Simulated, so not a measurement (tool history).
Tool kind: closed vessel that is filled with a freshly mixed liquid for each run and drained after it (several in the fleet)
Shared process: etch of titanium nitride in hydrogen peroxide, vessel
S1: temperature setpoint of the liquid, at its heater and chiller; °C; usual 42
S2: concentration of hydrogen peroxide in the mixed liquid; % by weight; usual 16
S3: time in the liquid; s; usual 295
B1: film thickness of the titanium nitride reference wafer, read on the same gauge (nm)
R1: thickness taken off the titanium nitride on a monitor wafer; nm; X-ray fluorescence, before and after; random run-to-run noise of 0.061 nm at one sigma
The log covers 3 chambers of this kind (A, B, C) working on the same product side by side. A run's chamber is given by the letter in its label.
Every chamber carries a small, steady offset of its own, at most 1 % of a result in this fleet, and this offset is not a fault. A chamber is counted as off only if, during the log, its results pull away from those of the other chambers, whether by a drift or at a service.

run	hour	S1	S2	S3	B1	R1
1C	7.9	42	16	295	100.02	6.2383
2A	13	42	16	295	100.03	6.2842
3B	20.4	42	16	295	100.02	6.3763
4A	27.7	42	16	295	99.981	6.1555
5C	34.2	42	16	295	99.988	6.3487
6B	43.4	42	16	295	100.03	6.257
7A	48.9	42	16	295	99.989	6.3036
8C	56.6	42	16	295	100.01	6.275
9B	62.5	42	16	295	100	6.2802
10C	66.7	42	16	295	99.992	6.3737
11B	71.1	48.5	16	450	99.997	15.446
12A	77.6	48.5	16	450	100.02	15.246
13A	82.6	48.5	16	450	100.01	15.212
14C	87.4	42	16	295	100.03	6.1075
15B	92.4	42	16	295	99.985	6.228
16B	98.2	42	16	295	99.996	6.2783
17C	104	42	16	295	100.02	6.2241
18A	108.7	42	16	295	100.01	6.2039
19A	116.2	42	16	295	99.996	6.2501
20B	121.4	42	16	295	99.985	6.213
21C	126.7	50.5	16	360	99.998	13.982
22C	131.7	50.5	16	360	100.01	13.815
# hour 131.9: chamber A: new drum of peroxide connected
23A	135.8	50.5	16	360	99.991	14.387
# hour 137.8: chamber A: peroxide flow meter replaced
24B	144.6	42	19	420	99.985	9.234
25A	150.2	42	19	420	100.01	9.2438
26C	156.9	42	19	420	100.02	8.5523
27B	162.1	42	16	295	100.02	6.2448
28B	167	42	16	295	100.01	6.3826
29A	171.9	42	16	295	99.974	6.2665
30C	179.2	42	16	295	100.01	5.82
31A	183.3	42	16	295	99.996	6.199
32C	188.8	42	16	295	100.01	5.6857
33B	193.8	47	16	230	99.975	6.9261
34B	201	47	16	230	99.983	7.1834
35C	206.7	47	16	230	99.987	6.4532
36A	211.9	42	16	295	99.996	6.2809

What goes on in this fleet: one chamber off, a drifting gauge, or nothing beyond the chambers' own small offsets? Name the chamber and the cause, if any.

One chamber, C, drifts off from the rest bit by bit.
What lies behind it: liquid colder than its thermometer reads (K) = 1.37.

Chamber C could run next with any of the 4 candidate recipes listed below; each alters the usual settings, and their results appear as question marks. Which one brings its results back in line with what the other chambers deliver on the usual settings?
In line here means within this much of the mean the other chambers give on the usual settings: R1 0.21 nm
37C-1	218.5	42	16	325		?
37C-2	218.5	40.5	16	295		?
37C-3	218.5	43.5	16	315		?
37C-4	218.5	42	16	250		?

Mean of the other chambers on the usual settings: R1 6.2588 nm
run	R1
37C-1	6.1962
37C-2	4.9993
37C-3	6.7434
37C-4	4.7663
The right change is 37C-1: it brings the chamber back within the allowed miss of the others.
